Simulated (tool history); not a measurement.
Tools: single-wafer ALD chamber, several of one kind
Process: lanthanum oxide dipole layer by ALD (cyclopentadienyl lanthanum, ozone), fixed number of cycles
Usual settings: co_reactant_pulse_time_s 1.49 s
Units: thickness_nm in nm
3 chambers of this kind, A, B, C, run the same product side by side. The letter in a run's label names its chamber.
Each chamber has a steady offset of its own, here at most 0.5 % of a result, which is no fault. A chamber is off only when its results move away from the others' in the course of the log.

run   hour  co_reactant_pulse_time_s  hours since the last thermocouple change  hours since the last ozone generator service  read-back reference wafer on the same gauge, thickness_nm  thickness_nm
       7.9  -- chamber B: ozone generator serviced
 1A    9.8                      1.49                                    2678.4                                        1459.2                                                    0.49433       0.55101
 2B   17.3                      1.49                                     302.5                                           9.4                                                    0.49368        0.5481
 3C   24.9                      1.49                                    2699.5                                        1522.2                                                    0.49418       0.53975
 4C   33.1                      1.49                                    2707.7                                        1530.4                                                    0.49395       0.54349
 5A   38.9                      1.49                                    2707.5                                        1488.3                                                    0.49398       0.54472
 6B   46.6                       1.2                                     331.8                                          38.7                                                    0.49341       0.52619
 7C   52.7                       1.2                                    2727.3                                          1550                                                    0.49447       0.52003
 8A   58.6                       1.2                                    2727.2                                          1508                                                    0.49405       0.51963
 9B   66.6                      1.49                                     351.8                                          58.7                                                    0.49353       0.54805
10C     77                      1.49                                    2751.6                                        1574.3                                                    0.49427       0.54876
11A   83.4                      1.49                                      2752                                        1532.8                                                    0.49376       0.54761
      88.8  -- chamber A: ozone generator serviced
12B   90.6                      1.49                                     375.8                                          82.7                                                    0.49354       0.54923
13C   98.5                      1.49                                    2773.1                                        1595.8                                                    0.49408       0.54607
14A    108                      1.49                                    2776.6                                          19.3                                                    0.49368       0.54219
15B  115.9                      1.49                                     401.1                                           108                                                    0.49364       0.54539
16C  122.4                      1.28                                      2797                                        1619.7                                                    0.49337       0.53147
17A  128.4                      1.28                                      2797                                          39.7                                                    0.49403       0.53372
18B  137.2                      1.28                                     422.4                                         129.3                                                    0.49426       0.53354
19B  147.3                      1.49                                     432.5                                         139.4                                                     0.4941       0.55255
20C  156.8                      1.49                                    2831.4                                        1654.1                                                    0.49398       0.54423
21A  163.8                      1.49                                    2832.4                                          75.1                                                    0.49425       0.54307
22B  169.7                      1.49                                     454.9                                         161.8                                                    0.49396       0.54648
     176.8  -- chamber A: thermocouple changed; heater temperature recalibrated
23A    178                      1.49                                       1.3                                          89.3                                                    0.49345       0.54645

All 3 chambers run these settings next. Forecast each chamber's results:
24A  186.2                      1.49                                                                                                                                                                ?
24B  186.2                      1.49                                                                                                                                                                ?
24C  186.2                      1.49                                                                                                                                                                ?

run  thickness_nm
24A       0.54942
24B       0.54666
24C        0.5473
